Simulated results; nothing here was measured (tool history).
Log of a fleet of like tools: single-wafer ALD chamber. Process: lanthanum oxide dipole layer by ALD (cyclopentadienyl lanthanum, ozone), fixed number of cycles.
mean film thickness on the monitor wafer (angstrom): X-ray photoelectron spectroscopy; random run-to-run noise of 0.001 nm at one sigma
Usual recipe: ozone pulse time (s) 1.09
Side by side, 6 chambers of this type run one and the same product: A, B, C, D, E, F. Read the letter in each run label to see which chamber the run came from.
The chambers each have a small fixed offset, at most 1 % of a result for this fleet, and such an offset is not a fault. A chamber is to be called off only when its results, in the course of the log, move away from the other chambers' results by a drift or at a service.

| run | day | ozone pulse time (s) | hours since the last thermocouple change | hours since the last ozone generator service | read-back reference wafer on the same gauge, thickness_nm | mean film thickness on the monitor wafer (angstrom) |
|---|---|---|---|---|---|---|
|  | 0.017 | chamber B: ozone generator serviced |
| 1B | 0.350 | 1.09 | 1854.3 | 8.0 | 0.45083 | 5.1775 |
| 2F | 0.592 | 1.09 | 320.3 | 1579.7 | 0.45070 | 5.0886 |
| 3E | 0.992 | 1.09 | 199.2 | 130.2 | 0.45105 | 5.1524 |
| 4A | 1.388 | 1.09 | 354.4 | 1408.6 | 0.45079 | 5.1015 |
| 5D | 1.775 | 1.09 | 1177.6 | 613.4 | 0.45108 | 5.1708 |
| 6C | 2.083 | 1.09 | 1191.5 | 297.5 | 0.45115 | 5.1233 |
| 7C | 2.321 | 1.09 | 1197.2 | 303.2 | 0.45087 | 5.1118 |
| 8B | 2.608 | 1.09 | 1908.5 | 62.2 | 0.45111 | 5.1741 |
| 9F | 2.946 | 1.09 | 376.8 | 1636.2 | 0.45120 | 5.1232 |
| 10D | 3.129 | 1.09 | 1210.1 | 645.9 | 0.45084 | 5.1769 |
| 11E | 3.362 | 1.09 | 256.1 | 187.1 | 0.45117 | 5.1545 |
| 12A | 3.675 | 1.09 | 409.3 | 1463.5 | 0.45102 | 5.1166 |
| 13A | 3.904 | 1.09 | 414.8 | 1469.0 | 0.45097 | 5.0898 |
| 14B | 4.208 | 0.75 | 1946.9 | 100.6 | 0.45086 | 4.5512 |
| 15E | 4.592 | 0.75 | 285.6 | 216.6 | 0.45091 | 4.5254 |
| 16C | 4.838 | 0.75 | 1257.6 | 363.6 | 0.45112 | 4.4717 |
| 17F | 5.092 | 0.75 | 428.3 | 1687.7 | 0.45114 | 4.4491 |
| 18D | 5.308 | 0.75 | 1262.4 | 698.2 | 0.45098 | 4.5031 |
| 19C | 5.488 | 0.75 | 1273.2 | 379.2 | 0.45102 | 4.4526 |
|  | 5.688 | chamber F: ozone generator serviced |
| 20F | 5.700 | 1.09 | 442.9 | 0.3 | 0.45099 | 5.1174 |
| 21A | 6.112 | 1.09 | 467.8 | 1522.0 | 0.45115 | 5.1102 |
| 22D | 6.421 | 0.88 | 1289.1 | 724.9 | 0.45109 | 4.8370 |
| 23B | 6.642 | 0.88 | 2005.3 | 159.0 | 0.45128 | 4.8354 |
| 24E | 6.829 | 0.88 | 339.3 | 270.3 | 0.45076 | 4.7923 |
| 25E | 7.088 | 0.88 | 345.5 | 276.5 | 0.45061 | 4.8210 |
| 26D | 7.275 | 0.88 | 1309.6 | 745.4 | 0.45101 | 4.8379 |
| 27B | 7.492 | 0.88 | 2025.7 | 179.4 | 0.45119 | 4.8413 |
| 28A | 7.783 | 1.09 | 507.9 | 1562.1 | 0.45099 | 5.0984 |
| 29F | 8.083 | 1.09 | 500.1 | 57.5 | 0.45107 | 5.1015 |
| 30C | 8.367 | 1.09 | 1342.3 | 448.3 | 0.45085 | 5.0274 |
| 31B | 8.562 | 1.09 | 2051.4 | 205.1 | 0.45106 | 5.1881 |
| 32F | 8.883 | 1.09 | 519.3 | 76.7 | 0.45093 | 5.1291 |
| 33D | 9.275 | 1.09 | 1357.6 | 793.4 | 0.45116 | 5.1743 |
| 34A | 9.625 | 1.09 | 552.1 | 1606.3 | 0.45107 | 5.1257 |
| 35E | 10.004 | 1.09 | 415.5 | 346.5 | 0.45078 | 5.1341 |
| 36C | 10.300 | 1.09 | 1388.7 | 494.7 | 0.45087 | 5.0207 |
| 37C | 10.608 | 1.09 | 1396.1 | 502.1 | 0.45119 | 5.0151 |
| 38A | 10.812 | 1.09 | 580.6 | 1634.8 | 0.45101 | 5.1024 |
| 39E | 11.054 | 1.09 | 440.7 | 371.7 | 0.45130 | 5.1349 |

Is one chamber out of step, is the gauge drifting, or do the chambers differ by no more than their own small offsets? For an off chamber, give its letter and the likeliest cause.

It is chamber C that slowly wanders off from its peers.
Cause: ozone dose below that of a generator just serviced (%) = 7.39.

Below are 4 candidate recipes for chamber C's next run, each the usual settings with a change, their results shown as question marks. Which of them brings C's results back in line with what the other chambers give on the usual settings?
A result is in line if it is within this distance of the other chambers' mean on the usual settings: mean film thickness on the monitor wafer (angstrom) 0.0410
| 40C-1 | 11.350 | 1.04 |  |  |  | ? |
| 40C-2 | 11.350 | 1.14 |  |  |  | ? |
| 40C-3 | 11.350 | 0.99 |  |  |  | ? |
| 40C-4 | 11.350 | 1.19 |  |  |  | ? |

Usual-settings mean across the other chambers: mean film thickness on the monitor wafer (angstrom) 5.1429
| run | mean film thickness on the monitor wafer (angstrom) |
|---|---|
| 40C-1 | 4.9191 |
| 40C-2 | 5.0603 |
| 40C-3 | 4.8382 |
| 40C-4 | 5.1216 |
Change 40C-4 lands the chamber within the allowed miss of the other chambers.
